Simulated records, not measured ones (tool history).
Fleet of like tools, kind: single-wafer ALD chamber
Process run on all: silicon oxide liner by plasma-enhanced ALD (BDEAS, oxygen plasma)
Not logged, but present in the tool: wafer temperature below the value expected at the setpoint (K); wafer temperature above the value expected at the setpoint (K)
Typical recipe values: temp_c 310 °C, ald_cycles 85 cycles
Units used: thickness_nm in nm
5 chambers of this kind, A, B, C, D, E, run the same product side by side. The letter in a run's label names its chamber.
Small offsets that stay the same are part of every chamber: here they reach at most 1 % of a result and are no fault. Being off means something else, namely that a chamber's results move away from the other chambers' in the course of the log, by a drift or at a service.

run	day	temp_c	ald_cycles	hours since the last thermocouple change	read-back reference wafer on the same gauge, thickness_nm	thickness_nm
1A	0.467	310	85	2114.9	6.4101	7.8398
2D	1.062	310	85	520.4	6.4097	7.83
3E	1.479	310	85	118	6.4053	7.7516
# day 1.55: chamber C: thermocouple changed; heater temperature recalibrated
4B	1.767	310	85	861.3	6.4053	7.8044
5C	2.162	310	85	14.8	6.4038	7.8264
6E	2.575	310	85	144.3	6.4039	7.7495
7B	2.925	310	85	889.1	6.4023	7.7943
8A	3.525	310	85	2188.3	6.4024	7.8175
9C	3.838	310	85	55	6.3991	7.8152
10D	4.312	310	85	598.4	6.3983	7.8139
11C	4.804	310	85	78.2	6.3976	7.8301
12B	5.225	310	85	944.3	6.3974	7.7942
13A	5.5	310	85	2235.7	6.3947	7.8322
14E	5.792	310	85	221.5	6.3932	7.7261
15D	6.146	310	85	642.4	6.396	7.798
16E	6.442	310	85	237.1	6.3932	7.7308
17D	6.788	310	85	657.8	6.394	7.7933
18C	7.133	310	85	134.1	6.3895	7.8342
19B	7.675	310	85	1003.1	6.3904	7.7754
20A	8	310	85	2295.7	6.3893	7.8176
21D	8.588	310	85	701	6.3864	7.8109
22C	9.075	310	85	180.7	6.3861	7.7989
23A	9.683	310	85	2336.1	6.3846	7.813
24B	9.996	310	85	1058.8	6.3831	7.7625
25E	10.458	303	99	333.5	6.3834	9.0711
26D	10.9	303	99	756.5	6.3796	9.1692
27A	11.258	303	99	2373.9	6.3813	9.1816
28C	11.554	303	99	240.2	6.3782	9.175
29E	11.821	303	99	366.2	6.381	9.0828
30B	12.117	310	85	1109.7	6.3779	7.7766
31C	12.471	310	85	262.2	6.3783	7.8174

All 5 chambers run these settings next. Forecast each chamber's results:
32A	12.912	321	85			?
32B	12.912	321	85			?
32C	12.912	321	85			?
32D	12.912	321	85			?
32E	12.912	321	85			?

run	thickness_nm
32A	7.6666
32B	7.6369
32C	7.668
32D	7.6562
32E	7.599
